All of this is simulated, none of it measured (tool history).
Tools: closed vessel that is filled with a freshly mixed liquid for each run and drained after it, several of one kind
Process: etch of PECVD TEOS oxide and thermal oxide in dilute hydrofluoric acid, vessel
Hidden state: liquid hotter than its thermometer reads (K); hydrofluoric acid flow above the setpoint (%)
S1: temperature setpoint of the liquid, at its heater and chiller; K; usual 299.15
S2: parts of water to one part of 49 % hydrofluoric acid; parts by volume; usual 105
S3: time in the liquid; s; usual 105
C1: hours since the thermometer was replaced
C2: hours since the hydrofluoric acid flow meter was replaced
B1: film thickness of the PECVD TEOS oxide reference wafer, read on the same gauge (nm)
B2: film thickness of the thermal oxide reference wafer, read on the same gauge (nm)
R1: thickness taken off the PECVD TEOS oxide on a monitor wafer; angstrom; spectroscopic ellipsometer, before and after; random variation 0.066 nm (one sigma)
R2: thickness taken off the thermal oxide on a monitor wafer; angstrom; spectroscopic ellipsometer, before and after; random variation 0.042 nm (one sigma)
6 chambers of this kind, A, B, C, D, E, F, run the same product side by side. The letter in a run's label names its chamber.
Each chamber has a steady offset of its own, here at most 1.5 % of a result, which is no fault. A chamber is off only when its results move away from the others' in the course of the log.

{"run": "1B", "hour": 3.9, "S1": 299.15, "S2": 105, "S3": 105, "C1": 449.1, "C2": 1217.8, "B1": 90.001, "B2": 120.01, "R1": 118.3, "R2": 52.4}
{"run": "2A", "hour": 8.4, "S1": 299.15, "S2": 105, "S3": 105, "C1": 1240, "C2": 445.5, "B1": 90.001, "B2": 120.01, "R1": 117.86, "R2": 53.843}
{"run": "3F", "hour": 11.9, "S1": 299.15, "S2": 105, "S3": 105, "C1": 155.6, "C2": 981.5, "B1": 89.996, "B2": 119.99, "R1": 118.32, "R2": 52.401}
{"run": "4E", "hour": 16.8, "S1": 299.15, "S2": 105, "S3": 105, "C1": 333.6, "C2": 2002, "B1": 90.011, "B2": 120.01, "R1": 119.42, "R2": 53.489}
{"run": "5D", "hour": 20.9, "S1": 299.15, "S2": 105, "S3": 105, "C1": 1181.5, "C2": 466.4, "B1": 90.002, "B2": 119.99, "R1": 118.5, "R2": 53.556}
{"run": "6C", "hour": 24.9, "S1": 299.15, "S2": 105, "S3": 105, "C1": 165.5, "C2": 158.1, "B1": 89.998, "B2": 120.01, "R1": 118.61, "R2": 53.496}
{"run": "7B", "hour": 27.7, "S1": 299.15, "S2": 105, "S3": 105, "C1": 472.9, "C2": 1241.6, "B1": 89.996, "B2": 120, "R1": 117.85, "R2": 52.968}
{"run": "8A", "hour": 31.2, "S1": 299.15, "S2": 105, "S3": 105, "C1": 1262.8, "C2": 468.3, "B1": 89.992, "B2": 119.99, "R1": 118.41, "R2": 53.537}
{"run": "9F", "hour": 35.6, "S1": 299.15, "S2": 105, "S3": 105, "C1": 179.3, "C2": 1005.2, "B1": 89.994, "B2": 119.99, "R1": 118.79, "R2": 53.058}
{"run": "10C", "hour": 39.4, "S1": 299.15, "S2": 105, "S3": 105, "C1": 180, "C2": 172.6, "B1": 89.996, "B2": 120, "R1": 118.37, "R2": 53.191}
{"run": "11E", "hour": 44.4, "S1": 299.15, "S2": 105, "S3": 105, "C1": 361.2, "C2": 2029.6, "B1": 90.009, "B2": 120.01, "R1": 117.69, "R2": 53.433}
{"run": "12D", "hour": 47.8, "S1": 299.15, "S2": 105, "S3": 105, "C1": 1208.4, "C2": 493.3, "B1": 90.006, "B2": 120, "R1": 117.68, "R2": 53.104}
{"run": "13C", "hour": 51.3, "S1": 299.15, "S2": 105, "S3": 105, "C1": 191.9, "C2": 184.5, "B1": 89.996, "B2": 119.99, "R1": 117.59, "R2": 53.395}
{"run": "14E", "hour": 55.8, "S1": 299.15, "S2": 105, "S3": 105, "C1": 372.6, "C2": 2041, "B1": 89.986, "B2": 119.99, "R1": 120.02, "R2": 53.257}
{"run": "15F", "hour": 58.6, "S1": 299.15, "S2": 105, "S3": 105, "C1": 202.3, "C2": 1028.2, "B1": 89.992, "B2": 119.98, "R1": 117.65, "R2": 53.811}
{"run": "16A", "hour": 61.0, "S1": 301.15, "S2": 130, "S3": 105, "C1": 1292.6, "C2": 498.1, "B1": 90.017, "B2": 120, "R1": 99.211, "R2": 45.238}
{"run": "17D", "hour": 64.1, "S1": 301.15, "S2": 130, "S3": 105, "C1": 1224.7, "C2": 509.6, "B1": 89.997, "B2": 120.01, "R1": 99.937, "R2": 45.392}
{"run": "18B", "hour": 67.0, "S1": 301.15, "S2": 130, "S3": 105, "C1": 512.2, "C2": 1280.9, "B1": 89.977, "B2": 119.98, "R1": 98.028, "R2": 44.308}
{"run": "19B", "hour": 70.1, "S1": 301.15, "S2": 130, "S3": 105, "C1": 515.3, "C2": 1284, "B1": 89.979, "B2": 120.01, "R1": 98.865, "R2": 44.318}
{"run": "20F", "hour": 73.9, "S1": 301.15, "S2": 130, "S3": 105, "C1": 217.6, "C2": 1043.5, "B1": 90.007, "B2": 119.98, "R1": 98.725, "R2": 45.071}
{"run": "21C", "hour": 76.6, "S1": 301.15, "S2": 130, "S3": 105, "C1": 217.2, "C2": 209.8, "B1": 90.011, "B2": 119.99, "R1": 98.628, "R2": 44.953}
{"run": "22A", "hour": 79.0, "S1": 299.15, "S2": 105, "S3": 105, "C1": 1310.6, "C2": 516.1, "B1": 90.006, "B2": 120.01, "R1": 117.85, "R2": 52.433}
{"run": "23E", "hour": 84.1, "S1": 299.15, "S2": 105, "S3": 105, "C1": 400.9, "C2": 2069.3, "B1": 90.003, "B2": 119.97, "R1": 120.38, "R2": 53.569}
{"run": "24D", "hour": 86.9, "S1": 299.15, "S2": 105, "S3": 105, "C1": 1247.5, "C2": 532.4, "B1": 89.988, "B2": 120.01, "R1": 118.54, "R2": 52.837}
{"run": "25C", "hour": 90.8, "S1": 299.15, "S2": 105, "S3": 105, "C1": 231.4, "C2": 224, "B1": 89.99, "B2": 120, "R1": 118.45, "R2": 53.775}
{"hour": 95.1, "done": "chamber E: hydrofluoric acid flow meter replaced"}
{"run": "26D", "hour": 95.1, "S1": 299.15, "S2": 105, "S3": 105, "C1": 1255.7, "C2": 540.6, "B1": 90.026, "B2": 120.02, "R1": 117.77, "R2": 53.428}
{"run": "27B", "hour": 97.6, "S1": 299.15, "S2": 105, "S3": 60, "C1": 542.8, "C2": 1311.5, "B1": 90.005, "B2": 120, "R1": 66.859, "R2": 29.819}
{"run": "28E", "hour": 102.3, "S1": 299.15, "S2": 105, "S3": 60, "C1": 419.1, "C2": 7.2, "B1": 90.019, "B2": 120.01, "R1": 68.319, "R2": 30.625}
{"run": "29F", "hour": 105.6, "S1": 299.15, "S2": 105, "S3": 60, "C1": 249.3, "C2": 1075.2, "B1": 90, "B2": 120, "R1": 67.297, "R2": 30.52}
{"run": "30A", "hour": 110.6, "S1": 299.15, "S2": 105, "S3": 60, "C1": 1342.2, "C2": 547.7, "B1": 89.986, "B2": 120.01, "R1": 67.442, "R2": 30.788}
{"run": "31C", "hour": 115.3, "S1": 299.15, "S2": 105, "S3": 60, "C1": 255.9, "C2": 248.5, "B1": 90, "B2": 120.01, "R1": 67.369, "R2": 30.973}
{"hour": 116.6, "done": "chamber E: thermometer replaced"}
{"run": "32F", "hour": 120.3, "S1": 299.15, "S2": 105, "S3": 60, "C1": 264, "C2": 1089.9, "B1": 89.994, "B2": 119.99, "R1": 66.973, "R2": 30.676}
{"run": "33B", "hour": 123.1, "S1": 299.15, "S2": 105, "S3": 105, "C1": 568.3, "C2": 1337, "B1": 89.999, "B2": 119.99, "R1": 117.71, "R2": 52.37}
{"run": "34D", "hour": 126.7, "S1": 299.15, "S2": 105, "S3": 105, "C1": 1287.3, "C2": 572.2, "B1": 90.022, "B2": 120, "R1": 118.47, "R2": 53.55}
{"run": "35A", "hour": 131.4, "S1": 299.15, "S2": 105, "S3": 105, "C1": 1363, "C2": 568.5, "B1": 89.985, "B2": 120.01, "R1": 119.3, "R2": 53.559}
{"run": "36E", "hour": 134.0, "S1": 299.15, "S2": 90, "S3": 105, "C1": 17.5, "C2": 38.9, "B1": 90.004, "B2": 120, "R1": 140.3, "R2": 64.485}
{"run": "37B", "hour": 137.1, "S1": 299.15, "S2": 90, "S3": 105, "C1": 582.3, "C2": 1351, "B1": 89.989, "B2": 119.99, "R1": 139.45, "R2": 62.486}
{"run": "38A", "hour": 139.4, "S1": 299.15, "S2": 90, "S3": 105, "C1": 1371, "C2": 576.5, "B1": 90.011, "B2": 120.01, "R1": 141.68, "R2": 63.083}
{"run": "39C", "hour": 142.8, "S1": 299.15, "S2": 90, "S3": 105, "C1": 283.4, "C2": 276, "B1": 90.012, "B2": 120.01, "R1": 140.43, "R2": 63.185}
{"run": "40F", "hour": 146.7, "S1": 299.15, "S2": 90, "S3": 105, "C1": 290.4, "C2": 1116.3, "B1": 90.004, "B2": 120, "R1": 137.8, "R2": 63.645}
{"run": "41D", "hour": 149.4, "S1": 299.15, "S2": 90, "S3": 105, "C1": 1310, "C2": 594.9, "B1": 90.022, "B2": 120, "R1": 141.03, "R2": 63.647}

What goes on in this fleet: one chamber off, a drifting gauge, or nothing beyond the chambers' own small offsets? Name the chamber and the cause, if any.

No chamber stands off beyond its own small offset, and the gauge holds steady.
